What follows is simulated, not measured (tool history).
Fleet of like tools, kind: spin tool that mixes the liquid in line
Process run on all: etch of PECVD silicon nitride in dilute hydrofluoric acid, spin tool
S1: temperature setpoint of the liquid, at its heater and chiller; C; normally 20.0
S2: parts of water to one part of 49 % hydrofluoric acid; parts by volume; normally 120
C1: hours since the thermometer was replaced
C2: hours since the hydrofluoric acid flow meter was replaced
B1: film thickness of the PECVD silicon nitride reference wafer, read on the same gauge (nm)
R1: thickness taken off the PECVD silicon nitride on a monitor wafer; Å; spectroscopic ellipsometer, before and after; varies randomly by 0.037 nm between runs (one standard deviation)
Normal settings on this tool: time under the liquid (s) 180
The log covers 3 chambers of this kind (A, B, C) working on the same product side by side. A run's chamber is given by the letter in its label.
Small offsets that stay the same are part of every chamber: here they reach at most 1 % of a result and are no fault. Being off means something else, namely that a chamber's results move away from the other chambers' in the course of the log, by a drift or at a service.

{"run": "1A", "hour": 7.2, "S1": 20.0, "S2": 120, "time under the liquid (s)": 180, "C1": 1746.5, "C2": 960.0, "B1": 99.993, "R1": 64.699}
{"run": "2B", "hour": 16.7, "S1": 20.0, "S2": 120, "time under the liquid (s)": 180, "C1": 321.8, "C2": 189.8, "B1": 99.963, "R1": 65.524}
{"run": "3C", "hour": 23.9, "S1": 20.0, "S2": 120, "time under the liquid (s)": 180, "C1": 162.6, "C2": 581.1, "B1": 99.96, "R1": 66.394}
{"run": "4A", "hour": 33.3, "S1": 20.0, "S2": 120, "time under the liquid (s)": 180, "C1": 1772.6, "C2": 986.1, "B1": 100.0, "R1": 65.096}
{"run": "5C", "hour": 41.7, "S1": 20.0, "S2": 120, "time under the liquid (s)": 180, "C1": 180.4, "C2": 598.9, "B1": 100.02, "R1": 65.849}
{"run": "6B", "hour": 49.2, "S1": 20.0, "S2": 120, "time under the liquid (s)": 180, "C1": 354.3, "C2": 222.3, "B1": 99.996, "R1": 66.422}
{"run": "7A", "hour": 58.4, "S1": 20.0, "S2": 120, "time under the liquid (s)": 180, "C1": 1797.7, "C2": 1011.2, "B1": 100.01, "R1": 66.713}
{"run": "8B", "hour": 63.5, "S1": 20.0, "S2": 120, "time under the liquid (s)": 180, "C1": 368.6, "C2": 236.6, "B1": 99.964, "R1": 65.87}
{"run": "9C", "hour": 69.8, "S1": 17.0, "S2": 120, "time under the liquid (s)": 180, "C1": 208.5, "C2": 627.0, "B1": 100.02, "R1": 54.575}
{"run": "10A", "hour": 73.9, "S1": 17.0, "S2": 120, "time under the liquid (s)": 180, "C1": 1813.2, "C2": 1026.7, "B1": 99.981, "R1": 54.458}
{"run": "11C", "hour": 78.4, "S1": 17.0, "S2": 120, "time under the liquid (s)": 180, "C1": 217.1, "C2": 635.6, "B1": 99.973, "R1": 53.489}
{"run": "12B", "hour": 83.4, "S1": 20.0, "S2": 120, "time under the liquid (s)": 180, "C1": 388.5, "C2": 256.5, "B1": 100.01, "R1": 65.718}
{"run": "13A", "hour": 88.6, "S1": 20.0, "S2": 120, "time under the liquid (s)": 180, "C1": 1827.9, "C2": 1041.4, "B1": 99.989, "R1": 67.537}
{"run": "14C", "hour": 97.2, "S1": 20.0, "S2": 120, "time under the liquid (s)": 180, "C1": 235.9, "C2": 654.4, "B1": 100.0, "R1": 66.408}
{"run": "15B", "hour": 106.5, "S1": 20.0, "S2": 120, "time under the liquid (s)": 180, "C1": 411.6, "C2": 279.6, "B1": 100.03, "R1": 65.698}
{"run": "16A", "hour": 111.8, "S1": 20.0, "S2": 120, "time under the liquid (s)": 225, "C1": 1851.1, "C2": 1064.6, "B1": 100.0, "R1": 84.826}
{"run": "17B", "hour": 119.9, "S1": 20.0, "S2": 120, "time under the liquid (s)": 225, "C1": 425.0, "C2": 293.0, "B1": 100.02, "R1": 81.939}
{"run": "18C", "hour": 125.6, "S1": 20.0, "S2": 120, "time under the liquid (s)": 225, "C1": 264.3, "C2": 682.8, "B1": 100.0, "R1": 81.501}
{"run": "19A", "hour": 132.2, "S1": 18.5, "S2": 120, "time under the liquid (s)": 90, "C1": 1871.5, "C2": 1085.0, "B1": 100.01, "R1": 30.871}
{"run": "20B", "hour": 139.3, "S1": 18.5, "S2": 120, "time under the liquid (s)": 90, "C1": 444.4, "C2": 312.4, "B1": 99.994, "R1": 29.963}

Read the log: is a single chamber off, either drifting away or since a service, is the gauge that measures every chamber drifting, or is nothing wrong beyond small per-chamber offsets? Name any odd chamber and what most likely caused it.

It is chamber A that slowly wanders off from its peers.
Cause: hydrofluoric acid flow above the setpoint (%) = 6.8.
The log may not separate it from: liquid hotter than its thermometer reads (K).

Chamber A could run next with any of the 4 candidate recipes listed below; each alters the usual settings, and their results appear as question marks. Which one brings its results back in line with what the other chambers deliver on the usual settings?
Maximum distance from the other chambers' mean on the usual settings for a result to count as in line: R1 1.300 Å
{"run": "21A-1", "hour": 146.2, "S1": 20.0, "S2": 120, "time under the liquid (s)": 170, "R1": "?"}
{"run": "21A-2", "hour": 146.2, "S1": 20.0, "S2": 120, "time under the liquid (s)": 190, "R1": "?"}
{"run": "21A-3", "hour": 146.2, "S1": 20.0, "S2": 115, "time under the liquid (s)": 190, "R1": "?"}
{"run": "21A-4", "hour": 146.2, "S1": 20.0, "S2": 125, "time under the liquid (s)": 170, "R1": "?"}

On the usual settings, the other chambers give on average: R1 65.918 Å
run=21A-1 R1=65.696
run=21A-2 R1=73.425
run=21A-3 R1=76.559
run=21A-4 R1=63.116
It is 21A-1 that realigns the chamber with its peers.
